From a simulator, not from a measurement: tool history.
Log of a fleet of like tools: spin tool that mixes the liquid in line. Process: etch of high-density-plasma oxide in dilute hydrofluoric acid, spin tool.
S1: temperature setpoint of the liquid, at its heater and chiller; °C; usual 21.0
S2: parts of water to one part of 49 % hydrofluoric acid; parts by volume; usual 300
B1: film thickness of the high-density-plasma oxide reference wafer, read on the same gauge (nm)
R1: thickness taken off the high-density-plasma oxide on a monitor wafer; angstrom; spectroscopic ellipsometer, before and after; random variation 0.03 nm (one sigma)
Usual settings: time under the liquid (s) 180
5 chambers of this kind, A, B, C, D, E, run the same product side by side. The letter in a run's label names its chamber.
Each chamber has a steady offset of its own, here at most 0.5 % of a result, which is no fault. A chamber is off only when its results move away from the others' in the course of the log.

run 1A day=0.408 | S1=21.0 S2=300 time_under_the_liquid_(s)=180 | B1=139.97 | R1=21.916
run 2D day=0.708 | S1=21.0 S2=300 time_under_the_liquid_(s)=180 | B1=139.99 | R1=22.355
run 3B day=0.950 | S1=21.0 S2=300 time_under_the_liquid_(s)=180 | B1=139.99 | R1=22.542
run 4C day=1.454 | S1=21.0 S2=300 time_under_the_liquid_(s)=180 | B1=140.01 | R1=21.919
run 5E day=1.796 | S1=24.0 S2=300 time_under_the_liquid_(s)=180 | B1=140.01 | R1=24.221
run 6C day=2.229 | S1=24.0 S2=300 time_under_the_liquid_(s)=180 | B1=140.06 | R1=24.456
run 7A day=2.704 | S1=24.0 S2=300 time_under_the_liquid_(s)=180 | B1=139.98 | R1=25.188
run 8B day=3.083 | S1=24.0 S2=300 time_under_the_liquid_(s)=180 | B1=139.95 | R1=24.965
run 9E day=3.346 | S1=24.0 S2=300 time_under_the_liquid_(s)=180 | B1=139.96 | R1=24.819
run 10D day=3.775 | S1=21.0 S2=300 time_under_the_liquid_(s)=180 | B1=140.00 | R1=22.365
run 11D day=4.300 | S1=21.0 S2=300 time_under_the_liquid_(s)=180 | B1=140.04 | R1=22.175
run 12A day=4.733 | S1=21.0 S2=300 time_under_the_liquid_(s)=180 | B1=139.97 | R1=22.361
-- day=4.967 chamber E: hydrofluoric acid flow meter replaced
run 13C day=5.196 | S1=21.0 S2=300 time_under_the_liquid_(s)=180 | B1=139.96 | R1=21.851
run 14E day=5.696 | S1=21.0 S2=300 time_under_the_liquid_(s)=180 | B1=139.99 | R1=21.448
run 15B day=6.092 | S1=21.0 S2=300 time_under_the_liquid_(s)=180 | B1=140.03 | R1=22.263
run 16B day=6.371 | S1=21.0 S2=300 time_under_the_liquid_(s)=180 | B1=139.99 | R1=22.368
run 17D day=6.762 | S1=21.0 S2=300 time_under_the_liquid_(s)=180 | B1=140.02 | R1=22.765
run 18C day=7.300 | S1=21.0 S2=300 time_under_the_liquid_(s)=180 | B1=140.00 | R1=22.214
run 19A day=7.821 | S1=21.0 S2=300 time_under_the_liquid_(s)=180 | B1=140.01 | R1=22.207
run 20E day=8.267 | S1=21.0 S2=300 time_under_the_liquid_(s)=180 | B1=139.98 | R1=21.675
run 21E day=8.546 | S1=21.0 S2=300 time_under_the_liquid_(s)=180 | B1=140.03 | R1=22.220
run 22D day=8.946 | S1=21.0 S2=300 time_under_the_liquid_(s)=180 | B1=139.96 | R1=23.171
run 23A day=9.383 | S1=21.0 S2=300 time_under_the_liquid_(s)=180 | B1=139.96 | R1=21.878
run 24B day=9.683 | S1=21.0 S2=300 time_under_the_liquid_(s)=180 | B1=140.05 | R1=21.922
run 25C day=9.975 | S1=21.0 S2=300 time_under_the_liquid_(s)=180 | B1=139.98 | R1=21.980
run 26B day=10.229 | S1=21.0 S2=300 time_under_the_liquid_(s)=180 | B1=140.00 | R1=22.191
run 27E day=10.642 | S1=18.5 S2=175 time_under_the_liquid_(s)=180 | B1=139.97 | R1=37.277
run 28A day=11.162 | S1=18.5 S2=175 time_under_the_liquid_(s)=180 | B1=139.93 | R1=38.175
run 29C day=11.542 | S1=18.5 S2=175 time_under_the_liquid_(s)=180 | B1=140.00 | R1=37.996
run 30D day=12.004 | S1=18.5 S2=175 time_under_the_liquid_(s)=180 | B1=140.01 | R1=42.587
-- day=12.217 chamber B: thermometer replaced
run 31C day=12.479 | S1=18.5 S2=175 time_under_the_liquid_(s)=180 | B1=140.00 | R1=38.832
run 32E day=12.842 | S1=21.0 S2=300 time_under_the_liquid_(s)=180 | B1=140.01 | R1=22.247
run 33B day=13.108 | S1=21.0 S2=300 time_under_the_liquid_(s)=180 | B1=140.03 | R1=22.610
run 34A day=13.471 | S1=21.0 S2=300 time_under_the_liquid_(s)=180 | B1=139.98 | R1=22.134
run 35D day=13.729 | S1=21.0 S2=300 time_under_the_liquid_(s)=180 | B1=139.95 | R1=24.985
run 36C day=14.100 | S1=21.0 S2=300 time_under_the_liquid_(s)=180 | B1=140.01 | R1=22.153
run 37E day=14.379 | S1=21.0 S2=300 time_under_the_liquid_(s)=180 | B1=140.03 | R1=21.671
run 38D day=14.833 | S1=21.0 S2=300 time_under_the_liquid_(s)=180 | B1=140.04 | R1=24.998
run 39B day=15.271 | S1=21.0 S2=300 time_under_the_liquid_(s)=180 | B1=140.02 | R1=22.708
run 40A day=15.667 | S1=21.0 S2=300 time_under_the_liquid_(s)=180 | B1=140.02 | R1=21.422
run 41A day=16.179 | S1=21.0 S2=300 time_under_the_liquid_(s)=180 | B1=139.98 | R1=22.384
run 42C day=16.438 | S1=21.0 S2=300 time_under_the_liquid_(s)=180 | B1=139.98 | R1=22.050

What goes on in this fleet: one chamber off, a drifting gauge, or nothing beyond the chambers' own small offsets? Name the chamber and the cause, if any.

Chamber D drifts away from the others.
Cause: hydrofluoric acid flow above the setpoint (%) = 12.3.

Here are 4 candidates for chamber D's next run, each the usual settings with a change, their results left as question marks. Which one brings its results back in line with what the others give on the usual settings?
In line means no further than this from the other chambers' mean on the usual settings: R1 1.100 angstrom
run 43D-1 day=16.825 | S1=21.0 S2=300 time_under_the_liquid_(s)=190 | R1=?
run 43D-2 day=16.825 | S1=21.0 S2=305 time_under_the_liquid_(s)=175 | R1=?
run 43D-3 day=16.825 | S1=17.0 S2=300 time_under_the_liquid_(s)=180 | R1=?
run 43D-4 day=16.825 | S1=25.0 S2=300 time_under_the_liquid_(s)=180 | R1=?

The other chambers' mean on the usual settings: R1 22.117 angstrom
run=43D-1 R1=26.968
run=43D-2 R1=24.323
run=43D-3 R1=21.993
run=43D-4 R1=29.464
43D-3 brings the chamber back in line.

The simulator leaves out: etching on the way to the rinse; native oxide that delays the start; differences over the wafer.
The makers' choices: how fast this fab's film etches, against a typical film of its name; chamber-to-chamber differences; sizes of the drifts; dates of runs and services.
